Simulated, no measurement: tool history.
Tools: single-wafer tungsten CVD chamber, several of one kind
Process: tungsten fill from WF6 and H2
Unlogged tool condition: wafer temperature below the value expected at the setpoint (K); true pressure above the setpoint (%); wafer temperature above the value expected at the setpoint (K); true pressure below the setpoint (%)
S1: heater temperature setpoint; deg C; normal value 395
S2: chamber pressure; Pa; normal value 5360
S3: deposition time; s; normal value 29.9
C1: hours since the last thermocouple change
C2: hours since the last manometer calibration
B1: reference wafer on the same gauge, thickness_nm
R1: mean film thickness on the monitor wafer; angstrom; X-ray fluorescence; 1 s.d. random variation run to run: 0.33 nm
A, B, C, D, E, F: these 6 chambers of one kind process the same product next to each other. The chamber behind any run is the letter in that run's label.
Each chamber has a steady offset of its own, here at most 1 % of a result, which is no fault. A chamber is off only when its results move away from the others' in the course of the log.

{"run": "1A", "day": 0.392, "S1": 395, "S2": 5360, "S3": 29.9, "C1": 956.5, "C2": 1063.4, "B1": 82.065, "R1": 911.07}
{"run": "2D", "day": 0.625, "S1": 395, "S2": 5360, "S3": 29.9, "C1": 457.6, "C2": 422.3, "B1": 82.148, "R1": 904.26}
{"run": "3B", "day": 0.9, "S1": 395, "S2": 5360, "S3": 29.9, "C1": 499.8, "C2": 153.9, "B1": 82.071, "R1": 909.33}
{"run": "4F", "day": 1.167, "S1": 395, "S2": 5360, "S3": 29.9, "C1": 2362.1, "C2": 264.7, "B1": 82.12, "R1": 909.01}
{"run": "5C", "day": 1.462, "S1": 395, "S2": 5360, "S3": 29.9, "C1": 1270.3, "C2": 226, "B1": 82.124, "R1": 911.54}
{"run": "6E", "day": 1.712, "S1": 395, "S2": 5360, "S3": 29.9, "C1": 2029.4, "C2": 2711.9, "B1": 82.12, "R1": 911.85}
{"run": "7A", "day": 1.971, "S1": 395, "S2": 5360, "S3": 29.9, "C1": 994.4, "C2": 1101.3, "B1": 82.039, "R1": 910.02}
{"run": "8C", "day": 2.388, "S1": 395, "S2": 5360, "S3": 29.9, "C1": 1292.5, "C2": 248.2, "B1": 82.13, "R1": 907.68}
{"run": "9B", "day": 2.65, "S1": 395, "S2": 5360, "S3": 29.9, "C1": 541.8, "C2": 195.9, "B1": 82.093, "R1": 913.04}
{"run": "10D", "day": 2.921, "S1": 395, "S2": 5999, "S3": 35.5, "C1": 512.7, "C2": 477.4, "B1": 82.081, "R1": 1128.4}
{"run": "11E", "day": 3.171, "S1": 395, "S2": 5999, "S3": 35.5, "C1": 2064.4, "C2": 2746.9, "B1": 82.142, "R1": 1139.1}
{"run": "12F", "day": 3.592, "S1": 395, "S2": 5999, "S3": 35.5, "C1": 2420.3, "C2": 322.9, "B1": 82.161, "R1": 1140.1}
{"run": "13B", "day": 3.817, "S1": 395, "S2": 5999, "S3": 35.5, "C1": 569.8, "C2": 223.9, "B1": 82.105, "R1": 1140.1}
{"run": "14A", "day": 4.129, "S1": 395, "S2": 5999, "S3": 35.5, "C1": 1046.2, "C2": 1153.1, "B1": 82.188, "R1": 1137.4}
{"run": "15E", "day": 4.367, "S1": 395, "S2": 5999, "S3": 35.5, "C1": 2093.1, "C2": 2775.6, "B1": 82.068, "R1": 1142.7}
{"run": "16D", "day": 4.558, "S1": 395, "S2": 5360, "S3": 29.9, "C1": 552, "C2": 516.7, "B1": 82.108, "R1": 904.65}
{"run": "17C", "day": 4.904, "S1": 395, "S2": 5360, "S3": 29.9, "C1": 1352.9, "C2": 308.6, "B1": 82.151, "R1": 912.46}
{"run": "18F", "day": 5.283, "S1": 395, "S2": 5360, "S3": 29.9, "C1": 2460.9, "C2": 363.5, "B1": 82.071, "R1": 908.96}
{"run": "19D", "day": 5.671, "S1": 395, "S2": 5360, "S3": 29.9, "C1": 578.7, "C2": 543.4, "B1": 82.088, "R1": 904.14}
{"run": "20E", "day": 6.062, "S1": 395, "S2": 5360, "S3": 29.9, "C1": 2133.8, "C2": 2816.3, "B1": 82.06, "R1": 915.89}
{"run": "21A", "day": 6.279, "S1": 395, "S2": 5360, "S3": 29.9, "C1": 1097.8, "C2": 1204.7, "B1": 82.134, "R1": 907.93}
{"run": "22F", "day": 6.658, "S1": 395, "S2": 5360, "S3": 29.9, "C1": 2493.9, "C2": 396.5, "B1": 82.065, "R1": 903.17}
{"run": "23B", "day": 6.854, "S1": 395, "S2": 5360, "S3": 29.9, "C1": 642.7, "C2": 296.8, "B1": 82.032, "R1": 911.92}
{"run": "24C", "day": 7.171, "S1": 395, "S2": 5360, "S3": 29.9, "C1": 1407.3, "C2": 363, "B1": 82.116, "R1": 918.9}
{"run": "25F", "day": 7.567, "S1": 395, "S2": 5360, "S3": 29.9, "C1": 2515.7, "C2": 418.3, "B1": 82.184, "R1": 913.94}
{"run": "26D", "day": 7.862, "S1": 395, "S2": 5360, "S3": 29.9, "C1": 631.3, "C2": 596, "B1": 81.971, "R1": 903.86}
{"run": "27B", "day": 8.058, "S1": 395, "S2": 5360, "S3": 27.6, "C1": 671.6, "C2": 325.7, "B1": 82.124, "R1": 845.83}
{"run": "28E", "day": 8.45, "S1": 395, "S2": 5360, "S3": 27.6, "C1": 2191.1, "C2": 2873.6, "B1": 82.106, "R1": 849.44}
{"day": 8.858, "done": "chamber F: thermocouple changed; heater temperature recalibrated"}
{"run": "29A", "day": 8.862, "S1": 395, "S2": 5360, "S3": 27.6, "C1": 1159.8, "C2": 1266.7, "B1": 82.144, "R1": 842.87}
{"run": "30C", "day": 9.183, "S1": 395, "S2": 5360, "S3": 27.6, "C1": 1455.6, "C2": 411.3, "B1": 82.122, "R1": 836.5}
{"run": "31C", "day": 9.546, "S1": 395, "S2": 5360, "S3": 27.6, "C1": 1464.3, "C2": 420, "B1": 82.13, "R1": 838.79}
{"run": "32E", "day": 9.804, "S1": 395, "S2": 5360, "S3": 27.6, "C1": 2223.6, "C2": 2906.1, "B1": 82.133, "R1": 847.39}
{"run": "33B", "day": 10.142, "S1": 395, "S2": 5360, "S3": 29.9, "C1": 721.6, "C2": 375.7, "B1": 82.096, "R1": 914.39}
{"run": "34D", "day": 10.421, "S1": 395, "S2": 5360, "S3": 29.9, "C1": 692.7, "C2": 657.4, "B1": 82.057, "R1": 901.97}
{"day": 10.446, "done": "chamber E: capacitance manometer re-zeroed and calibrated"}
{"run": "35F", "day": 10.604, "S1": 395, "S2": 5360, "S3": 29.9, "C1": 42, "C2": 491.2, "B1": 82.13, "R1": 905.71}
{"run": "36A", "day": 11.0, "S1": 395, "S2": 5360, "S3": 29.9, "C1": 1211.1, "C2": 1318, "B1": 82.093, "R1": 910.59}
{"run": "37C", "day": 11.333, "S1": 395, "S2": 5360, "S3": 29.9, "C1": 1507.2, "C2": 462.9, "B1": 82.16, "R1": 910.48}
{"run": "38D", "day": 11.621, "S1": 395, "S2": 5360, "S3": 29.9, "C1": 721.5, "C2": 686.2, "B1": 82.085, "R1": 900.3}
{"day": 11.954, "done": "chamber A: thermocouple changed; heater temperature recalibrated"}
{"run": "39E", "day": 11.983, "S1": 395, "S2": 5360, "S3": 29.9, "C1": 2275.9, "C2": 36.9, "B1": 82.125, "R1": 920.34}
{"run": "40A", "day": 12.254, "S1": 395, "S2": 5360, "S3": 29.9, "C1": 7.3, "C2": 1348.1, "B1": 82.12, "R1": 910.76}

Does one chamber stand apart from the rest, does the shared gauge drift, or is all well apart from small per-chamber offsets? Give the chamber and the most likely cause, where there is one.

Neither any chamber nor the gauge drifts; the chambers differ only by their own small, steady offsets.
